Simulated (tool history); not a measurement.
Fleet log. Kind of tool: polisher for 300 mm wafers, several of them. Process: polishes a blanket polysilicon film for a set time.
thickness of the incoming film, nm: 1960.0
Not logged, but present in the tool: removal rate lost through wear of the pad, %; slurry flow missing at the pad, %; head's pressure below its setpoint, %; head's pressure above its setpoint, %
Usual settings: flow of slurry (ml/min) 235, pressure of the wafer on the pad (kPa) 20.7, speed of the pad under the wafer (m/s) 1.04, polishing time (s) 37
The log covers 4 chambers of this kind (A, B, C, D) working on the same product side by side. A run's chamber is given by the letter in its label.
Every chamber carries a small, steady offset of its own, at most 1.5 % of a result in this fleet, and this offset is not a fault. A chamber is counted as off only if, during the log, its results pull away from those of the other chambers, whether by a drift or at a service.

run,hour,flow of slurry (ml/min),pressure of the wafer on the pad (kPa),speed of the pad under the wafer (m/s),polishing time (s),wafers polished on this pad,hours since the slurry nozzle was cleaned,hours since the head pressure was calibrated,film removed (nm)
1A,9.1,235,20.7,1.04,37,1124,221.2,894.0,400.60
# hour 14.2: chamber D: worn pad replaced by a new one
2D,15.5,235,20.7,1.04,37,10,122.1,222.5,402.16
# hour 18.8: chamber B: slurry nozzle cleaned
3C,24.1,235,20.7,1.04,37,204,450.5,521.1,391.85
4B,29.3,235,20.7,1.04,37,802,10.5,262.1,399.42
5B,36.2,235,20.7,1.04,37,860,17.4,269.0,399.65
6D,44.7,235,20.7,1.04,37,256,151.3,251.7,404.46
# hour 46.5: chamber A: slurry nozzle cleaned
7C,49.2,235,20.7,1.04,37,415,475.6,546.2,394.74
# hour 53.7: chamber C: slurry nozzle cleaned
8A,54.5,235,20.7,1.04,37,1506,8.1,939.4,404.47
9B,64.2,235,20.7,1.04,37,1095,45.4,297.0,395.99
# hour 72.1: chamber A: worn pad replaced by a new one
10A,73.9,235,20.7,1.04,37,15,27.5,958.8,403.07
# hour 77.3: chamber C: worn pad replaced by a new one
11D,79.5,235,20.7,1.04,37,549,186.1,286.5,396.75
12C,88.8,235,20.7,1.04,37,97,35.1,585.8,392.48
# hour 90.1: chamber B: worn pad replaced by a new one
13C,96.3,235,20.7,1.04,30,160,42.6,593.3,319.37
# hour 105.1: chamber D: worn pad replaced by a new one
14B,105.5,235,20.7,1.04,30,130,86.7,338.3,324.16
15D,114.5,235,20.7,1.04,30,79,221.1,321.5,324.23
# hour 120.2: chamber A: head pressure recalibrated
16A,124.5,235,20.7,1.04,30,441,78.1,4.4,300.35
17A,129.9,235,16.5,1.04,47,486,83.5,9.8,376.45
18C,136.7,235,16.5,1.04,47,500,83.0,633.7,402.72
19D,142.2,235,16.5,1.04,47,312,248.8,349.2,409.19
20B,148.1,235,16.5,1.04,47,488,129.3,380.9,402.27
# hour 148.7: chamber C: worn pad replaced by a new one
21B,156.6,235,20.7,1.04,37,560,137.8,389.4,399.45
# hour 159.0: chamber D: head pressure recalibrated
22D,165.3,235,20.7,1.04,37,506,271.9,6.4,397.09
23A,174.6,235,20.7,1.04,37,862,128.2,54.5,371.33
24C,181.7,235,20.7,1.04,37,277,128.0,678.7,392.58
25B,190.5,235,20.7,1.04,37,845,171.7,423.3,394.78
26D,194.9,235,20.7,1.04,37,755,301.5,36.0,398.71

For the next run the whole fleet of 4 chambers uses the same settings. Give each chamber's results:
27A,202.1,235,20.7,1.04,37,,,,?
27B,202.1,235,20.7,1.04,37,,,,?
27C,202.1,235,20.7,1.04,37,,,,?
27D,202.1,235,20.7,1.04,37,,,,?

run,film removed (nm)
27A,366.27
27B,394.79
27C,397.53
27D,394.29
